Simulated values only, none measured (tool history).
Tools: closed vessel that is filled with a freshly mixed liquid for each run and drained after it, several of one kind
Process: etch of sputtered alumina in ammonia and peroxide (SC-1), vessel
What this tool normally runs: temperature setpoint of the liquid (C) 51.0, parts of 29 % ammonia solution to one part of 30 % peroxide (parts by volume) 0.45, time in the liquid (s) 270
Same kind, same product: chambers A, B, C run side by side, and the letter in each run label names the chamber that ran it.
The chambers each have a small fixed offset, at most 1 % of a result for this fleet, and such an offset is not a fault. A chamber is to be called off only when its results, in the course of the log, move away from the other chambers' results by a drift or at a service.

run   hour  temperature setpoint of the liquid (C)  parts of 29 % ammonia solution to one part of 30 % peroxide (parts by volume)  time in the liquid (s)  read-back film thickness of the sputtered alumina reference wafer, read on the same gauge (nm)  thickness taken off the sputtered alumina on a monitor wafer (nm)
 1C    3.0                                    51.0                                                                           0.45                     270                                                                                          40.016                                                            12.1020
 2A    6.2                                    51.0                                                                           0.45                     270                                                                                          39.989                                                            11.9960
 3B   10.3                                    51.0                                                                           0.45                     270                                                                                          40.010                                                            11.9520
 4A   15.7                                    51.0                                                                           0.45                     270                                                                                          39.980                                                            11.8570
 5B   20.4                                    43.5                                                                           0.45                     400                                                                                          40.035                                                            11.6270
 6C   22.9                                    43.5                                                                           0.45                     400                                                                                          40.009                                                            11.6790
 7B   26.0                                    43.5                                                                           0.45                     400                                                                                          40.000                                                            11.6460
 8A   29.3                                    51.0                                                                           0.45                     270                                                                                          39.995                                                            11.9300
 9C   32.0                                    51.0                                                                           0.45                     270                                                                                          39.970                                                            11.9840
10B   35.7                                    51.0                                                                           0.45                     270                                                                                          39.999                                                            11.9040
11A   40.6                                    51.0                                                                           0.45                     270                                                                                          39.998                                                            11.7890
12C   45.9                                    51.0                                                                           0.45                     270                                                                                          40.012                                                            12.0830
13C   49.8                                    51.0                                                                           0.45                     270                                                                                          40.026                                                            11.9060
14B   53.9                                    51.0                                                                           0.45                     270                                                                                          39.964                                                            11.8370
15A   56.9                                    51.0                                                                           0.45                     270                                                                                          40.007                                                            11.6260
16B   62.4                                    51.0                                                                           0.45                     270                                                                                          39.988                                                            11.8760
17C   66.6                                    51.0                                                                           0.50                     270                                                                                          39.993                                                            12.0330
18A   69.1                                    51.0                                                                           0.50                     270                                                                                          39.982                                                            11.7060
19B   74.6                                    51.0                                                                           0.50                     270                                                                                          39.973                                                            12.0430
20A   78.9                                    51.0                                                                           0.45                     270                                                                                          39.976                                                            11.5730
21C   83.7                                    51.0                                                                           0.60                     405                                                                                          40.040                                                            18.3860
22A   86.3                                    51.0                                                                           0.60                     405                                                                                          40.003                                                            17.8240
23B   89.3                                    51.0                                                                           0.60                     405                                                                                          39.982                                                            18.3980
24C   92.9                                    51.0                                                                           0.45                     270                                                                                          39.975                                                            12.0050
25C   97.2                                    51.0                                                                           0.45                     270                                                                                          39.957                                                            12.0660
26B  100.7                                    51.0                                                                           0.45                     270                                                                                          39.995                                                            11.9120
27A  106.3                                    51.0                                                                           0.45                     270                                                                                          39.985                                                            11.4230
28A  111.8                                    51.0                                                                           0.45                     270                                                                                          40.005                                                            11.3100
29B  115.3                                    51.0                                                                           0.45                     270                                                                                          39.993                                                            12.0330
30C  120.4                                    51.0                                                                           0.55                     360                                                                                          40.002                                                            16.4130
31B  125.6                                    51.0                                                                           0.55                     360                                                                                          39.981                                                            16.1090

Next, all 3 chambers run the settings below, one line each with question marks for the results. What does each chamber give?
32A  129.6                                    51.0                                                                           0.45                     220                                                                                                                                                                  ?
32B  129.6                                    51.0                                                                           0.45                     220                                                                                                                                                                  ?
32C  129.6                                    51.0                                                                           0.45                     220                                                                                                                                                                  ?

run  thickness taken off the sputtered alumina on a monitor wafer (nm)
32A                                                             9.1615
32B                                                             9.7667
32C                                                             9.7578
